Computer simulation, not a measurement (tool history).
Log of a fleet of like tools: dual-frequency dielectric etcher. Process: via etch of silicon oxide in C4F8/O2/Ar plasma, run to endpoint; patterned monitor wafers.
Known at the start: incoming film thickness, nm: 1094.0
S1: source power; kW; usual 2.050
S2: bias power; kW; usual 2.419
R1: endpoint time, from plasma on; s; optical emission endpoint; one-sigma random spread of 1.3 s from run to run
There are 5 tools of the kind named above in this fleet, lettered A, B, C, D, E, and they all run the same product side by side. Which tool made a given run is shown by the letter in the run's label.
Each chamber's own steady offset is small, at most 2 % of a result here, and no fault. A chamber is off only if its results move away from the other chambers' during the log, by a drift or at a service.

run,hour,S1,S2,R1
1E,5.5,2.050,2.419,197.07
2B,13.2,2.050,2.419,202.38
3A,18.6,2.050,2.419,200.28
4C,25.7,2.050,2.419,202.88
# hour 31.7: chamber A: wet clean of the chamber
5D,33.3,2.250,2.419,194.92
6A,37.2,2.250,2.419,191.88
7E,42.5,2.250,2.419,193.84
8D,48.4,2.250,2.419,193.28
9B,53.2,2.250,2.419,194.03
10C,61.3,2.050,2.419,201.45
11E,67.5,2.050,2.419,197.32
12C,72.9,2.050,2.419,202.78
# hour 74.9: chamber B: wet clean of the chamber
13B,76.6,2.050,2.419,203.22
# hour 78.7: chamber C: wet clean of the chamber
14A,84.0,2.050,2.419,200.92
15D,87.7,2.050,2.419,201.97
16D,93.1,2.050,2.419,202.27
17E,97.6,2.050,2.419,199.06
18B,105.9,2.050,2.419,204.17
19C,112.0,2.050,2.419,203.89
20A,115.8,2.050,2.419,199.17
21D,122.4,2.050,2.419,203.83
22E,129.8,2.050,2.419,199.26
23C,135.3,2.050,2.419,202.05
24B,140.2,2.350,2.654,186.26
25A,147.9,2.350,2.654,185.24
26D,152.2,2.350,2.654,190.95
27C,155.8,2.350,2.654,186.31
28B,161.7,2.350,2.654,188.67
29E,167.4,2.050,2.419,201.55
30A,171.2,2.050,2.419,198.02
31A,178.0,2.050,2.419,199.54
32E,186.1,2.050,2.419,198.73
33B,192.2,2.050,2.419,203.16
34D,196.8,2.050,2.419,208.97
35C,203.5,2.050,2.419,199.28
36A,208.4,2.050,2.419,199.91
37D,213.9,2.050,2.419,208.99
38E,219.8,2.050,2.419,199.40
39B,224.1,2.050,2.419,204.24
40C,227.8,2.050,2.419,203.27

Read the log: is a single chamber off, either drifting away or since a service, is the gauge that measures every chamber drifting, or is nothing wrong beyond small per-chamber offsets? Name any odd chamber and what most likely caused it.

Little by little, chamber D moves away from the other chambers.
Likeliest cause: etch rate under this chamber's usual, % = 5.24.

Chamber D could run next with any of the 4 candidate recipes listed below; each alters the usual settings, and their results appear as question marks. Which one brings its results back in line with what the other chambers deliver on the usual settings?
A result is in line if it is within this distance of the other chambers' mean on the usual settings: R1 4.60 s
41D-1,233.8,2.090,2.451,?
41D-2,233.8,1.990,2.419,?
41D-3,233.8,2.220,2.571,?
41D-4,233.8,1.880,2.267,?

What the other chambers average on the usual settings: R1 201.08 s
run,R1
41D-1,208.82
41D-2,213.82
41D-3,200.89
41D-4,223.10
Change 41D-3 lands the chamber within the allowed miss of the other chambers.
